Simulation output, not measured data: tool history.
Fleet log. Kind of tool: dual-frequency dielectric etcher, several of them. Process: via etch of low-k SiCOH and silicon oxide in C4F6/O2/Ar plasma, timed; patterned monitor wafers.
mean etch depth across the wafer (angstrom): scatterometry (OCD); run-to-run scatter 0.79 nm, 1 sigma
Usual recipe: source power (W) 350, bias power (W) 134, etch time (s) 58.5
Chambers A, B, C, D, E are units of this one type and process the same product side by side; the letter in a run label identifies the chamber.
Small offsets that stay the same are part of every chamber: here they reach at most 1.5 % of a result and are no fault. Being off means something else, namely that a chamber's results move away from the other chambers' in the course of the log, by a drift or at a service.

| run | hour | source power (W) | bias power (W) | etch time (s) | hours since the last wet clean | hours since the last source power generator calibration | hours since the last bias power generator calibration | read-back reference wafer on the same gauge, depth_nm | mean etch depth across the wafer (angstrom) |
|---|---|---|---|---|---|---|---|---|---|
| 1B | 7.6 | 350 | 134 | 58.5 | 595.3 | 1142.6 | 1699.8 | 156.09 | 1320.20 |
|  | 7.9 | chamber C: wet clean of the chamber |
| 2D | 13.4 | 350 | 134 | 58.5 | 298.0 | 895.7 | 1022.4 | 156.36 | 1309.70 |
| 3C | 20.6 | 350 | 134 | 58.5 | 12.7 | 1361.4 | 627.7 | 155.71 | 1320.50 |
|  | 26.3 | chamber B: wet clean of the chamber |
| 4E | 28.4 | 350 | 134 | 58.5 | 243.4 | 1452.4 | 900.8 | 156.13 | 1318.90 |
| 5A | 34.4 | 350 | 134 | 58.5 | 395.4 | 992.8 | 2139.7 | 156.28 | 1306.40 |
| 6D | 38.4 | 350 | 134 | 58.5 | 323.0 | 920.7 | 1047.4 | 156.03 | 1326.70 |
| 7C | 45.8 | 350 | 153 | 58.5 | 37.9 | 1386.6 | 652.9 | 156.05 | 1350.40 |
| 8E | 51.0 | 350 | 153 | 58.5 | 266.0 | 1475.0 | 923.4 | 156.13 | 1372.90 |
| 9B | 56.7 | 350 | 153 | 58.5 | 30.4 | 1191.7 | 1748.9 | 155.95 | 1362.90 |
|  | 61.5 | chamber A: wet clean of the chamber |
| 10A | 61.7 | 350 | 153 | 58.5 | 0.3 | 1020.1 | 2167.0 | 156.05 | 1307.80 |
| 11C | 65.5 | 350 | 153 | 58.5 | 57.6 | 1406.3 | 672.6 | 156.08 | 1356.50 |
| 12D | 70.2 | 350 | 134 | 58.5 | 354.8 | 952.5 | 1079.2 | 156.03 | 1319.90 |
| 13A | 74.6 | 350 | 134 | 58.5 | 13.2 | 1033.0 | 2179.9 | 156.10 | 1244.60 |
| 14E | 81.5 | 350 | 134 | 58.5 | 296.5 | 1505.5 | 953.9 | 156.23 | 1311.40 |
| 15B | 89.9 | 350 | 134 | 58.5 | 63.6 | 1224.9 | 1782.1 | 155.75 | 1320.10 |
| 16D | 94.8 | 350 | 134 | 58.5 | 379.4 | 977.1 | 1103.8 | 156.05 | 1327.70 |
| 17E | 100.8 | 350 | 134 | 58.5 | 315.8 | 1524.8 | 973.2 | 156.14 | 1322.40 |
| 18C | 105.2 | 350 | 134 | 58.5 | 97.3 | 1446.0 | 712.3 | 156.06 | 1303.60 |
| 19A | 113.7 | 350 | 134 | 58.5 | 52.3 | 1072.1 | 2219.0 | 156.07 | 1238.50 |
| 20B | 119.7 | 350 | 134 | 58.5 | 93.4 | 1254.7 | 1811.9 | 156.15 | 1311.60 |
| 21E | 123.7 | 320 | 134 | 58.5 | 338.7 | 1547.7 | 996.1 | 155.89 | 1280.20 |
| 22C | 127.8 | 320 | 134 | 58.5 | 119.9 | 1468.6 | 734.9 | 156.00 | 1270.30 |
| 23A | 133.5 | 320 | 134 | 58.5 | 72.1 | 1091.9 | 2238.8 | 156.23 | 1198.60 |
| 24D | 140.8 | 320 | 134 | 58.5 | 425.4 | 1023.1 | 1149.8 | 155.71 | 1271.60 |
| 25B | 145.1 | 320 | 134 | 58.5 | 118.8 | 1280.1 | 1837.3 | 155.93 | 1281.50 |
| 26B | 152.6 | 280 | 158 | 58.5 | 126.3 | 1287.6 | 1844.8 | 155.91 | 1258.20 |
| 27E | 157.4 | 280 | 158 | 58.5 | 372.4 | 1581.4 | 1029.8 | 156.03 | 1267.90 |
| 28C | 165.4 | 280 | 158 | 58.5 | 157.5 | 1506.2 | 772.5 | 155.95 | 1258.70 |
| 29A | 169.6 | 280 | 158 | 58.5 | 108.2 | 1128.0 | 2274.9 | 156.29 | 1192.20 |
| 30D | 173.7 | 280 | 158 | 58.5 | 458.3 | 1056.0 | 1182.7 | 156.04 | 1268.20 |
| 31B | 179.0 | 350 | 134 | 58.5 | 152.7 | 1314.0 | 1871.2 | 155.82 | 1311.60 |

All chambers now run identical settings, listed one chamber a line with results as question marks. What results will each chamber show?
| 32A | 185.1 | 350 | 134 | 46.0 |  |  |  |  | ? |
| 32B | 185.1 | 350 | 134 | 46.0 |  |  |  |  | ? |
| 32C | 185.1 | 350 | 134 | 46.0 |  |  |  |  | ? |
| 32D | 185.1 | 350 | 134 | 46.0 |  |  |  |  | ? |
| 32E | 185.1 | 350 | 134 | 46.0 |  |  |  |  | ? |

| run | mean etch depth across the wafer (angstrom) |
|---|---|
| 32A | 966.37 |
| 32B | 1029.90 |
| 32C | 1023.60 |
| 32D | 1027.20 |
| 32E | 1046.10 |

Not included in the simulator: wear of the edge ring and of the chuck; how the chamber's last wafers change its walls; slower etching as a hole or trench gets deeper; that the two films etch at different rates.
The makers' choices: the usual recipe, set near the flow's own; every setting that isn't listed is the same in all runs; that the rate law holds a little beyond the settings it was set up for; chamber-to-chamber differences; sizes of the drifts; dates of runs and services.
